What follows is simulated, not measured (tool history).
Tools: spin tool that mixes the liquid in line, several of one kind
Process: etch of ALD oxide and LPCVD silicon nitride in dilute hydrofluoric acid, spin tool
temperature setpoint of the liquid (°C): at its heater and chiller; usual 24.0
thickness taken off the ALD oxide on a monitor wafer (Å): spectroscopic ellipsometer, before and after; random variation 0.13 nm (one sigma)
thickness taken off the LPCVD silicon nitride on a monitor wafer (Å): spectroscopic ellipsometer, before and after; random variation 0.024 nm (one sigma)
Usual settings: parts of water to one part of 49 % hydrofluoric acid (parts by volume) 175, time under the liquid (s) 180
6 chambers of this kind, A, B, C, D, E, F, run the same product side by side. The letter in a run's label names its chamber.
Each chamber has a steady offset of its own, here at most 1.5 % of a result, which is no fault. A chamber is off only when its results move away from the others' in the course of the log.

| run | day | temperature setpoint of the liquid (°C) | parts of water to one part of 49 % hydrofluoric acid (parts by volume) | time under the liquid (s) | read-back film thickness of the ALD oxide reference wafer, read on the same gauge (nm) | read-back film thickness of the LPCVD silicon nitride reference wafer, read on the same gauge (nm) | thickness taken off the ALD oxide on a monitor wafer (Å) | thickness taken off the LPCVD silicon nitride on a monitor wafer (Å) |
|---|---|---|---|---|---|---|---|---|
| 1B | 0.404 | 24.0 | 175 | 180 | 79.998 | 139.99 | 145.26 | 5.7994 |
| 2F | 0.792 | 24.0 | 175 | 180 | 79.994 | 139.97 | 145.65 | 6.0511 |
| 3E | 1.279 | 24.0 | 175 | 180 | 80.019 | 140.02 | 148.55 | 6.1410 |
| 4D | 1.496 | 24.0 | 175 | 180 | 80.003 | 139.97 | 144.95 | 5.7879 |
| 5C | 1.871 | 24.0 | 175 | 180 | 80.014 | 140.00 | 145.30 | 6.0330 |
| 6A | 2.329 | 24.0 | 175 | 180 | 80.020 | 140.03 | 142.24 | 6.1284 |
| 7F | 2.625 | 24.0 | 175 | 180 | 79.977 | 140.00 | 145.25 | 6.0372 |
| 8E | 2.842 | 24.0 | 175 | 180 | 79.999 | 139.97 | 146.50 | 5.8895 |
| 9C | 3.162 | 24.0 | 175 | 180 | 79.999 | 140.00 | 143.46 | 5.6387 |
| 10B | 3.388 | 24.0 | 175 | 180 | 79.997 | 139.96 | 145.87 | 5.5974 |
| 11A | 3.692 | 24.0 | 175 | 180 | 80.008 | 140.02 | 144.29 | 5.8586 |
| 12D | 3.929 | 24.0 | 175 | 180 | 80.013 | 140.03 | 145.02 | 5.6888 |
| 13E | 4.242 | 24.0 | 175 | 180 | 79.991 | 140.05 | 144.31 | 5.9639 |
| 14D | 4.550 | 24.0 | 90 | 275 | 80.037 | 140.00 | 474.66 | 16.9280 |
|  | 4.638 | chamber E: hydrofluoric acid flow meter replaced |
| 15C | 4.875 | 24.0 | 90 | 275 | 80.001 | 140.05 | 486.18 | 16.9270 |
| 16B | 5.312 | 24.0 | 90 | 275 | 80.003 | 140.02 | 456.21 | 16.6560 |
| 17F | 5.683 | 24.0 | 90 | 275 | 79.994 | 140.01 | 502.49 | 17.2780 |
| 18A | 6.088 | 24.0 | 90 | 275 | 79.990 | 139.94 | 477.21 | 17.6540 |
| 19E | 6.454 | 24.0 | 90 | 275 | 80.013 | 139.98 | 470.69 | 16.6060 |
| 20C | 6.850 | 24.0 | 175 | 180 | 80.015 | 139.98 | 144.17 | 6.0495 |
| 21B | 7.275 | 24.0 | 175 | 180 | 80.012 | 140.04 | 145.58 | 5.4008 |
| 22D | 7.738 | 24.0 | 175 | 180 | 79.979 | 140.04 | 145.66 | 5.7465 |
| 23A | 8.058 | 19.5 | 120 | 180 | 79.999 | 139.94 | 189.80 | 6.0942 |
| 24F | 8.308 | 19.5 | 120 | 180 | 80.012 | 140.01 | 196.57 | 6.6908 |
| 25B | 8.550 | 19.5 | 120 | 180 | 80.000 | 139.99 | 187.84 | 6.3242 |
| 26A | 8.900 | 19.5 | 120 | 180 | 80.029 | 139.99 | 188.98 | 5.9744 |
| 27C | 9.238 | 19.5 | 120 | 180 | 80.000 | 140.02 | 191.21 | 6.3583 |
| 28E | 9.662 | 19.5 | 120 | 180 | 80.016 | 140.02 | 188.06 | 6.4300 |
| 29F | 9.933 | 24.0 | 175 | 180 | 80.019 | 139.99 | 156.89 | 6.0742 |
| 30D | 10.271 | 24.0 | 175 | 180 | 80.008 | 139.98 | 142.68 | 5.8995 |
| 31A | 10.650 | 24.0 | 175 | 180 | 79.987 | 140.01 | 147.03 | 5.6619 |
| 32D | 10.904 | 24.0 | 175 | 180 | 79.978 | 139.98 | 146.49 | 5.7114 |
| 33E | 11.254 | 24.0 | 175 | 180 | 80.000 | 139.97 | 147.46 | 6.2966 |
|  | 11.342 | chamber A: thermometer replaced |
| 34C | 11.617 | 24.0 | 175 | 180 | 80.008 | 140.02 | 144.21 | 5.8002 |
| 35F | 11.996 | 24.0 | 175 | 180 | 80.016 | 139.95 | 159.71 | 5.7911 |
|  | 12.129 | chamber D: hydrofluoric acid flow meter replaced |
| 36B | 12.208 | 24.0 | 175 | 180 | 80.005 | 140.02 | 142.47 | 6.0064 |
| 37C | 12.529 | 24.0 | 175 | 180 | 80.007 | 140.05 | 144.69 | 5.6229 |
| 38B | 12.750 | 24.0 | 175 | 180 | 80.008 | 139.96 | 146.72 | 5.5948 |
| 39A | 13.150 | 24.0 | 145 | 180 | 79.995 | 139.99 | 181.00 | 6.3039 |
| 40D | 13.483 | 24.0 | 145 | 180 | 80.008 | 139.98 | 180.44 | 7.3736 |
| 41E | 13.792 | 24.0 | 145 | 180 | 80.018 | 140.03 | 180.02 | 6.7923 |
| 42F | 14.092 | 24.0 | 145 | 180 | 80.005 | 140.00 | 201.81 | 7.6205 |
| 43C | 14.567 | 24.0 | 145 | 180 | 80.013 | 140.00 | 179.22 | 6.4843 |

Next, every chamber runs the same settings. What will each give?
| 44A | 14.917 | 24.0 | 175 | 180 |  |  | ? | ? |
| 44B | 14.917 | 24.0 | 175 | 180 |  |  | ? | ? |
| 44C | 14.917 | 24.0 | 175 | 180 |  |  | ? | ? |
| 44D | 14.917 | 24.0 | 175 | 180 |  |  | ? | ? |
| 44E | 14.917 | 24.0 | 175 | 180 |  |  | ? | ? |
| 44F | 14.917 | 24.0 | 175 | 180 |  |  | ? | ? |

| run | thickness taken off the ALD oxide on a monitor wafer (Å) | thickness taken off the LPCVD silicon nitride on a monitor wafer (Å) |
|---|---|---|
| 44A | 144.69 | 5.7147 |
| 44B | 144.37 | 5.8609 |
| 44C | 143.95 | 5.9505 |
| 44D | 144.81 | 5.6930 |
| 44E | 146.23 | 5.9035 |
| 44F | 163.12 | 6.2913 |
